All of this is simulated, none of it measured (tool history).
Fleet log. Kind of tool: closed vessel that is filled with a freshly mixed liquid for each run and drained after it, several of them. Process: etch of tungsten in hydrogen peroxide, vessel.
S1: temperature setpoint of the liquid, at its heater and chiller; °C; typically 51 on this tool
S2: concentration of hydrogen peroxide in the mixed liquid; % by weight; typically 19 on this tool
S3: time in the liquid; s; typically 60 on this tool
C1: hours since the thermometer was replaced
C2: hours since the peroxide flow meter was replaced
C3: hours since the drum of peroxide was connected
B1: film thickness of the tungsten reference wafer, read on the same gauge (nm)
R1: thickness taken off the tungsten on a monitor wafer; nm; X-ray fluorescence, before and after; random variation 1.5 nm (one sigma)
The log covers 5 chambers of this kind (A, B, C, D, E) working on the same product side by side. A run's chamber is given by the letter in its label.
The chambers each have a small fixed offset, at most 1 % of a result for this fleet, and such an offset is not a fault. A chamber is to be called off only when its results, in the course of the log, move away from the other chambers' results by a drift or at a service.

Run 1E, hour 3.5: usual settings; C1 32.1; C2 1681.3; C3 86.5; B1 30.04. Result: R1 177.01 nm.
Run 2D, hour 7: usual settings; C1 49.1; C2 2206.8; C3 93.5; B1 30.018. Result: R1 172.87 nm.
Run 3A, hour 10.8: usual settings; C1 899; C2 423.5; C3 560.8; B1 29.973. Result: R1 171.82 nm.
Run 4C, hour 15.3: usual settings; C1 426.7; C2 593.3; C3 728.5; B1 30.002. Result: R1 177.12 nm.
Run 5B, hour 21.2: usual settings but S1 57.5 °C, S3 30 s; C1 958.9; C2 354.6; C3 465.3; B1 29.999. Result: R1 128.53 nm.
Run 6C, hour 24.8: usual settings but S1 57.5 °C, S3 30 s; C1 436.2; C2 602.8; C3 738; B1 29.968. Result: R1 130.91 nm.
Run 7D, hour 30.9: usual settings but S1 57.5 °C, S3 30 s; C1 73; C2 2230.7; C3 117.4; B1 30.041. Result: R1 128.79 nm.
Run 8B, hour 34.7: usual settings but S1 57.5 °C, S3 30 s; C1 972.4; C2 368.1; C3 478.8; B1 30.021. Result: R1 129.12 nm.
Run 9E, hour 40.1: usual settings but S1 57.5 °C, S3 30 s; C1 68.7; C2 1717.9; C3 123.1; B1 29.975. Result: R1 127 nm.
Run 10A, hour 43.7: usual settings; C1 931.9; C2 456.4; C3 593.7; B1 29.998. Result: R1 175.27 nm.
Run 11E, hour 48.1: usual settings but S1 43.5 °C, S2 14.5 % by weight; C1 76.7; C2 1725.9; C3 131.1; B1 29.982. Result: R1 96.151 nm.
Run 12C, hour 52: usual settings but S1 43.5 °C, S2 14.5 % by weight; C1 463.4; C2 630; C3 765.2; B1 29.965. Result: R1 96.731 nm.
Run 13B, hour 57: usual settings but S1 43.5 °C, S2 14.5 % by weight; C1 994.7; C2 390.4; C3 501.1; B1 30.007. Result: R1 94.68 nm.
Run 14A, hour 59.9: usual settings but S1 43.5 °C, S2 14.5 % by weight; C1 948.1; C2 472.6; C3 609.9; B1 30.014. Result: R1 95.838 nm.
Run 15D, hour 64.4: usual settings but S1 43.5 °C, S2 14.5 % by weight; C1 106.5; C2 2264.2; C3 150.9; B1 30.002. Result: R1 94.446 nm.
Run 16A, hour 69.6: usual settings; C1 957.8; C2 482.3; C3 619.6; B1 30.013. Result: R1 174.84 nm.
Run 17E, hour 74.1: usual settings; C1 102.7; C2 1751.9; C3 157.1; B1 29.996. Result: R1 174.68 nm.
Run 18D, hour 78.5: usual settings; C1 120.6; C2 2278.3; C3 165; B1 30.034. Result: R1 173.4 nm.
Run 19C, hour 84.4: usual settings; C1 495.8; C2 662.4; C3 797.6; B1 30.006. Result: R1 166.92 nm.
Run 20B, hour 89.1: usual settings; C1 1026.8; C2 422.5; C3 533.2; B1 30.004. Result: R1 177.2 nm.
Run 21B, hour 92.3: usual settings; C1 1030; C2 425.7; C3 536.4; B1 29.987. Result: R1 176.76 nm.
Run 22A, hour 96: usual settings; C1 984.2; C2 508.7; C3 646; B1 29.986. Result: R1 172.43 nm.
Run 23C, hour 100.9: usual settings; C1 512.3; C2 678.9; C3 814.1; B1 29.963. Result: R1 167.41 nm.
Run 24D, hour 106: usual settings; C1 148.1; C2 2305.8; C3 192.5; B1 30.026. Result: R1 173.55 nm.
Run 25E, hour 109.4: usual settings; C1 138; C2 1787.2; C3 192.4; B1 29.987. Result: R1 172.89 nm.
Run 26D, hour 112.7: usual settings; C1 154.8; C2 2312.5; C3 199.2; B1 30.014. Result: R1 176.63 nm.
Run 27A, hour 119.1: usual settings; C1 1007.3; C2 531.8; C3 669.1; B1 29.977. Result: R1 174.27 nm.
Run 28C, hour 123.3: usual settings; C1 534.7; C2 701.3; C3 836.5; B1 30.012. Result: R1 163.85 nm.
Run 29B, hour 128.3: usual settings but S1 45.5 °C; C1 1066; C2 461.7; C3 572.4; B1 30.004. Result: R1 123.01 nm.
Run 30E, hour 133.7: usual settings but S1 45.5 °C; C1 162.3; C2 1811.5; C3 216.7; B1 30.035. Result: R1 125.65 nm.
At hour 134.6: chamber D: peroxide flow meter replaced.
Run 31C, hour 137.8: usual settings but S1 45.5 °C; C1 549.2; C2 715.8; C3 851; B1 30.001. Result: R1 116.46 nm.
Run 32D, hour 142: usual settings but S1 45.5 °C; C1 184.1; C2 7.4; C3 228.5; B1 29.994. Result: R1 123.12 nm.

The same settings go to every chamber for the next run, one line per chamber below. Forecast the results for each:
Run 33A, hour 146.6: usual settings. Result: R1 ?.
Run 33B, hour 146.6: usual settings. Result: R1 ?.
Run 33C, hour 146.6: usual settings. Result: R1 ?.
Run 33D, hour 146.6: usual settings. Result: R1 ?.
Run 33E, hour 146.6: usual settings. Result: R1 ?.

run      R1
33A  175.31
33B  175.66
33C  160.59
33D  171.97
33E  173.55

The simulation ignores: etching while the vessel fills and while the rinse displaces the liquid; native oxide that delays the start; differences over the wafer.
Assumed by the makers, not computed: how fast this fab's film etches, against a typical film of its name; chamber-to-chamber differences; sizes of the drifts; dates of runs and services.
